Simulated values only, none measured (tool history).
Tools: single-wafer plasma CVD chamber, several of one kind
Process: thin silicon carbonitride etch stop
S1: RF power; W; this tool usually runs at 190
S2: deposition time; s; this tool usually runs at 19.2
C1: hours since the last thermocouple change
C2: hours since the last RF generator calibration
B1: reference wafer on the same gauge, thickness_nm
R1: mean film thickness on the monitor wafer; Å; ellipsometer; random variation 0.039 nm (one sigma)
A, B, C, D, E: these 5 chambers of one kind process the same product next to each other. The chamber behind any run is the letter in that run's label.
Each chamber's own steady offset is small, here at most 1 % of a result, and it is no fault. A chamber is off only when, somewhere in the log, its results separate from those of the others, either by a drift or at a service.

{"run": "1A", "hour": 15.1, "S1": 190, "S2": 19.2, "C1": 180.8, "C2": 501.7, "B1": 11.508, "R1": 108.46}
{"run": "2B", "hour": 26.9, "S1": 190, "S2": 19.2, "C1": 1119.9, "C2": 1248.6, "B1": 11.502, "R1": 109.05}
{"run": "3E", "hour": 40.3, "S1": 190, "S2": 19.2, "C1": 1282.7, "C2": 349.5, "B1": 11.498, "R1": 107.19}
{"run": "4D", "hour": 54.2, "S1": 190, "S2": 19.2, "C1": 2960.1, "C2": 1380.2, "B1": 11.492, "R1": 107.42}
{"hour": 60.7, "done": "chamber D: thermocouple changed; heater temperature recalibrated"}
{"run": "5C", "hour": 67.8, "S1": 190, "S2": 19.2, "C1": 1866.6, "C2": 1931.9, "B1": 11.51, "R1": 107.73}
{"hour": 71.2, "done": "chamber E: thermocouple changed; heater temperature recalibrated"}
{"run": "6C", "hour": 80.4, "S1": 190, "S2": 19.2, "C1": 1879.2, "C2": 1944.5, "B1": 11.512, "R1": 107.28}
{"run": "7A", "hour": 95.5, "S1": 190, "S2": 19.2, "C1": 261.2, "C2": 582.1, "B1": 11.505, "R1": 108.02}
{"run": "8B", "hour": 108.3, "S1": 190, "S2": 19.2, "C1": 1201.3, "C2": 1330, "B1": 11.497, "R1": 107.56}
{"run": "9E", "hour": 116.9, "S1": 190, "S2": 19.2, "C1": 45.7, "C2": 426.1, "B1": 11.501, "R1": 106.73}
{"run": "10D", "hour": 125.5, "S1": 190, "S2": 19.2, "C1": 64.8, "C2": 1451.5, "B1": 11.501, "R1": 106.29}
{"run": "11C", "hour": 140.7, "S1": 190, "S2": 19.2, "C1": 1939.5, "C2": 2004.8, "B1": 11.497, "R1": 107.44}
{"run": "12A", "hour": 151.6, "S1": 190, "S2": 19.2, "C1": 317.3, "C2": 638.2, "B1": 11.506, "R1": 108.25}
{"run": "13D", "hour": 161.0, "S1": 190, "S2": 19.2, "C1": 100.3, "C2": 1487, "B1": 11.494, "R1": 107.74}
{"run": "14B", "hour": 173.5, "S1": 190, "S2": 19.2, "C1": 1266.5, "C2": 1395.2, "B1": 11.493, "R1": 107.53}
{"hour": 181.4, "done": "chamber C: RF generator calibrated"}
{"run": "15E", "hour": 183.5, "S1": 190, "S2": 19.2, "C1": 112.3, "C2": 492.7, "B1": 11.5, "R1": 107.62}
{"run": "16E", "hour": 194.2, "S1": 190, "S2": 19.2, "C1": 123, "C2": 503.4, "B1": 11.501, "R1": 106.78}
{"run": "17D", "hour": 208.0, "S1": 190, "S2": 19.2, "C1": 147.3, "C2": 1534, "B1": 11.509, "R1": 107.54}
{"hour": 208.1, "done": "chamber B: thermocouple changed; heater temperature recalibrated"}
{"run": "18A", "hour": 219.6, "S1": 190, "S2": 19.2, "C1": 385.3, "C2": 706.2, "B1": 11.505, "R1": 108.35}
{"run": "19B", "hour": 231.7, "S1": 190, "S2": 19.2, "C1": 23.6, "C2": 1453.4, "B1": 11.508, "R1": 109.33}
{"run": "20C", "hour": 245.3, "S1": 190, "S2": 19.2, "C1": 2044.1, "C2": 63.9, "B1": 11.507, "R1": 108.28}
{"hour": 248.0, "done": "chamber B: RF generator calibrated"}
{"run": "21B", "hour": 259.9, "S1": 190, "S2": 19.2, "C1": 51.8, "C2": 11.9, "B1": 11.506, "R1": 108.5}
{"run": "22C", "hour": 269.3, "S1": 190, "S2": 19.2, "C1": 2068.1, "C2": 87.9, "B1": 11.496, "R1": 107.71}
{"run": "23D", "hour": 283.8, "S1": 190, "S2": 19.2, "C1": 223.1, "C2": 1609.8, "B1": 11.494, "R1": 107.28}
{"run": "24A", "hour": 297.3, "S1": 190, "S2": 19.2, "C1": 463, "C2": 783.9, "B1": 11.499, "R1": 107.62}
{"run": "25E", "hour": 304.1, "S1": 190, "S2": 19.2, "C1": 232.9, "C2": 613.3, "B1": 11.5, "R1": 106.02}
{"run": "26B", "hour": 316.6, "S1": 190, "S2": 19.2, "C1": 108.5, "C2": 68.6, "B1": 11.507, "R1": 108.81}
{"run": "27C", "hour": 330.1, "S1": 190, "S2": 19.2, "C1": 2128.9, "C2": 148.7, "B1": 11.495, "R1": 107.74}
{"run": "28D", "hour": 343.2, "S1": 190, "S2": 19.2, "C1": 282.5, "C2": 1669.2, "B1": 11.502, "R1": 106.91}
{"run": "29E", "hour": 357.9, "S1": 155, "S2": 16.6, "C1": 286.7, "C2": 667.1, "B1": 11.505, "R1": 87.047}
{"run": "30A", "hour": 371.8, "S1": 155, "S2": 16.6, "C1": 537.5, "C2": 858.4, "B1": 11.494, "R1": 88.094}
{"run": "31B", "hour": 379.4, "S1": 155, "S2": 16.6, "C1": 171.3, "C2": 131.4, "B1": 11.509, "R1": 88.282}

Next, every chamber runs the same settings. What will each give?
{"run": "32A", "hour": 390.3, "S1": 190, "S2": 19.2, "R1": "?"}
{"run": "32B", "hour": 390.3, "S1": 190, "S2": 19.2, "R1": "?"}
{"run": "32C", "hour": 390.3, "S1": 190, "S2": 19.2, "R1": "?"}
{"run": "32D", "hour": 390.3, "S1": 190, "S2": 19.2, "R1": "?"}
{"run": "32E", "hour": 390.3, "S1": 190, "S2": 19.2, "R1": "?"}

run=32A R1=108.24
run=32B R1=107.99
run=32C R1=107.85
run=32D R1=106.97
run=32E R1=107.33
